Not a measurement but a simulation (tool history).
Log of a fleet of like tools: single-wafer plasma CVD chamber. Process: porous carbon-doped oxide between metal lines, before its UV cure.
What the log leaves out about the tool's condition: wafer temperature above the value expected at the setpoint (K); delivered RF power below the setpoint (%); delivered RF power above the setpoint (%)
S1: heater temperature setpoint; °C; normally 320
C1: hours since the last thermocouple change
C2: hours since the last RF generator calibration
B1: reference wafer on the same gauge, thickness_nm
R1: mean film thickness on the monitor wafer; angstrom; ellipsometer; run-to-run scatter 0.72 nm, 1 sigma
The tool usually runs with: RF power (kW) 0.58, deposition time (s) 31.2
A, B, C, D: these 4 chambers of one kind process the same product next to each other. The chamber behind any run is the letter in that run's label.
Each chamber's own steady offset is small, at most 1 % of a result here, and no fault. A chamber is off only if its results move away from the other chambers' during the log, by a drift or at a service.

Run 1C, hour 6: usual settings; C1 1003.3; C2 248.4; B1 160.94. Result: R1 1665.4 angstrom.
Run 2B, hour 9.1: usual settings; C1 1228.4; C2 566.9; B1 160.97. Result: R1 1662.2 angstrom.
Run 3A, hour 12.8: usual settings; C1 1326.9; C2 900.1; B1 161.09. Result: R1 1669.4 angstrom.
Run 4D, hour 18.8: usual settings; C1 1346.4; C2 1755.8; B1 161.17. Result: R1 1669.7 angstrom.
Run 5A, hour 23.6: usual settings; C1 1337.7; C2 910.9; B1 161.09. Result: R1 1689.2 angstrom.
Run 6D, hour 27.3: usual settings but deposition time (s) 35.5; C1 1354.9; C2 1764.3; B1 160.84. Result: R1 1885.4 angstrom.
Run 7C, hour 32.3: usual settings but deposition time (s) 35.5; C1 1029.6; C2 274.7; B1 160.95. Result: R1 1874.7 angstrom.
Run 8B, hour 36: usual settings but deposition time (s) 35.5; C1 1255.3; C2 593.8; B1 160.94. Result: R1 1899.9 angstrom.
Run 9C, hour 39.6: usual settings but deposition time (s) 35.5; C1 1036.9; C2 282; B1 160.99. Result: R1 1892.1 angstrom.
Run 10A, hour 45.3: usual settings; C1 1359.4; C2 932.6; B1 161.05. Result: R1 1674 angstrom.
Run 11B, hour 49: usual settings; C1 1268.3; C2 606.8; B1 161.14. Result: R1 1656.9 angstrom.
Run 12D, hour 53.1: usual settings but S1 334 °C; C1 1380.7; C2 1790.1; B1 160.95. Result: R1 1565.6 angstrom.
Run 13A, hour 58: usual settings but S1 334 °C; C1 1372.1; C2 945.3; B1 160.95. Result: R1 1577.3 angstrom.
Run 14B, hour 63.6: usual settings but S1 334 °C; C1 1282.9; C2 621.4; B1 161.29. Result: R1 1539.5 angstrom.
Run 15D, hour 67: usual settings but S1 334 °C; C1 1394.6; C2 1804; B1 160.9. Result: R1 1570.7 angstrom.
Run 16C, hour 71.7: usual settings; C1 1069; C2 314.1; B1 161.02. Result: R1 1681 angstrom.
Run 17C, hour 74.5: usual settings; C1 1071.8; C2 316.9; B1 161.09. Result: R1 1667.8 angstrom.
Run 18B, hour 77.9: usual settings; C1 1297.2; C2 635.7; B1 160.92. Result: R1 1644.3 angstrom.
Run 19D, hour 81.5: usual settings; C1 1409.1; C2 1818.5; B1 161.04. Result: R1 1658 angstrom.
Run 20A, hour 85: usual settings; C1 1399.1; C2 972.3; B1 161.17. Result: R1 1684.4 angstrom.
Run 21B, hour 91: usual settings; C1 1310.3; C2 648.8; B1 161.08. Result: R1 1641.8 angstrom.
Run 22A, hour 95.1: usual settings; C1 1409.2; C2 982.4; B1 161.21. Result: R1 1665.2 angstrom.
Run 23D, hour 100.3: usual settings; C1 1427.9; C2 1837.3; B1 160.86. Result: R1 1667.7 angstrom.
Run 24C, hour 104.3: usual settings; C1 1101.6; C2 346.7; B1 161.06. Result: R1 1677.5 angstrom.
Run 25A, hour 107.4: usual settings; C1 1421.5; C2 994.7; B1 161.1. Result: R1 1685.4 angstrom.
Run 26B, hour 112.2: usual settings; C1 1331.5; C2 670; B1 161.01. Result: R1 1634.2 angstrom.
Run 27D, hour 115.7: usual settings; C1 1443.3; C2 1852.7; B1 160.78. Result: R1 1662 angstrom.
Run 28C, hour 121.5: usual settings; C1 1118.8; C2 363.9; B1 161.09. Result: R1 1670.4 angstrom.
Run 29C, hour 126.8: usual settings; C1 1124.1; C2 369.2; B1 161.19. Result: R1 1660 angstrom.
Run 30A, hour 132.6: usual settings; C1 1446.7; C2 1019.9; B1 161.05. Result: R1 1691 angstrom.
Run 31B, hour 137.6: usual settings; C1 1356.9; C2 695.4; B1 160.99. Result: R1 1606.6 angstrom.
Run 32D, hour 140.8: usual settings; C1 1468.4; C2 1877.8; B1 161.12. Result: R1 1666 angstrom.
Run 33D, hour 146.8: usual settings; C1 1474.4; C2 1883.8; B1 161.16. Result: R1 1665.2 angstrom.
Run 34C, hour 150.5: usual settings; C1 1147.8; C2 392.9; B1 161.05. Result: R1 1664.1 angstrom.
Run 35B, hour 156.3: usual settings; C1 1375.6; C2 714.1; B1 161.09. Result: R1 1605.8 angstrom.
Run 36A, hour 162.2: usual settings; C1 1476.3; C2 1049.5; B1 160.85. Result: R1 1664 angstrom.
Run 37B, hour 168.1: usual settings; C1 1387.4; C2 725.9; B1 161.08. Result: R1 1586.5 angstrom.
Run 38D, hour 171.3: usual settings; C1 1498.9; C2 1908.3; B1 161.05. Result: R1 1681.9 angstrom.
Run 39A, hour 176.5: usual settings; C1 1490.6; C2 1063.8; B1 161. Result: R1 1669.1 angstrom.
Run 40C, hour 179.8: usual settings; C1 1177.1; C2 422.2; B1 160.95. Result: R1 1675.1 angstrom.
Run 41B, hour 185.4: usual settings; C1 1404.7; C2 743.2; B1 161.06. Result: R1 1574.3 angstrom.

What goes on in this fleet: one chamber off, a drifting gauge, or nothing beyond the chambers' own small offsets? Name the chamber and the cause, if any.

Chamber B drifts away from the others.
What lies behind it: delivered RF power below the setpoint (%) = 8.15.

Below are 4 candidate recipes for chamber B's next run, each the usual settings with a change, their results shown as question marks. Which of them brings B's results back in line with what the other chambers give on the usual settings?
To be in line, a result may differ from the other chambers' mean on the usual settings by at most: R1 25 angstrom
Run 42B-1, hour 189.8: usual settings but S1 319 °C, RF power (kW) 0.585, deposition time (s) 31.8. Result: R1 ?.
Run 42B-2, hour 189.8: usual settings but RF power (kW) 0.595, deposition time (s) 32.5. Result: R1 ?.
Run 42B-3, hour 189.8: usual settings but RF power (kW) 0.525. Result: R1 ?.
Run 42B-4, hour 189.8: usual settings but RF power (kW) 0.555. Result: R1 ?.

Usual-settings mean across the other chambers: R1 1672.6 angstrom
  run      R1
42B-1  1621.4
42B-2  1666.1
42B-3  1473.6
42B-4  1529.3
The answer is 42B-2, which returns the chamber to within the allowed miss of the others.

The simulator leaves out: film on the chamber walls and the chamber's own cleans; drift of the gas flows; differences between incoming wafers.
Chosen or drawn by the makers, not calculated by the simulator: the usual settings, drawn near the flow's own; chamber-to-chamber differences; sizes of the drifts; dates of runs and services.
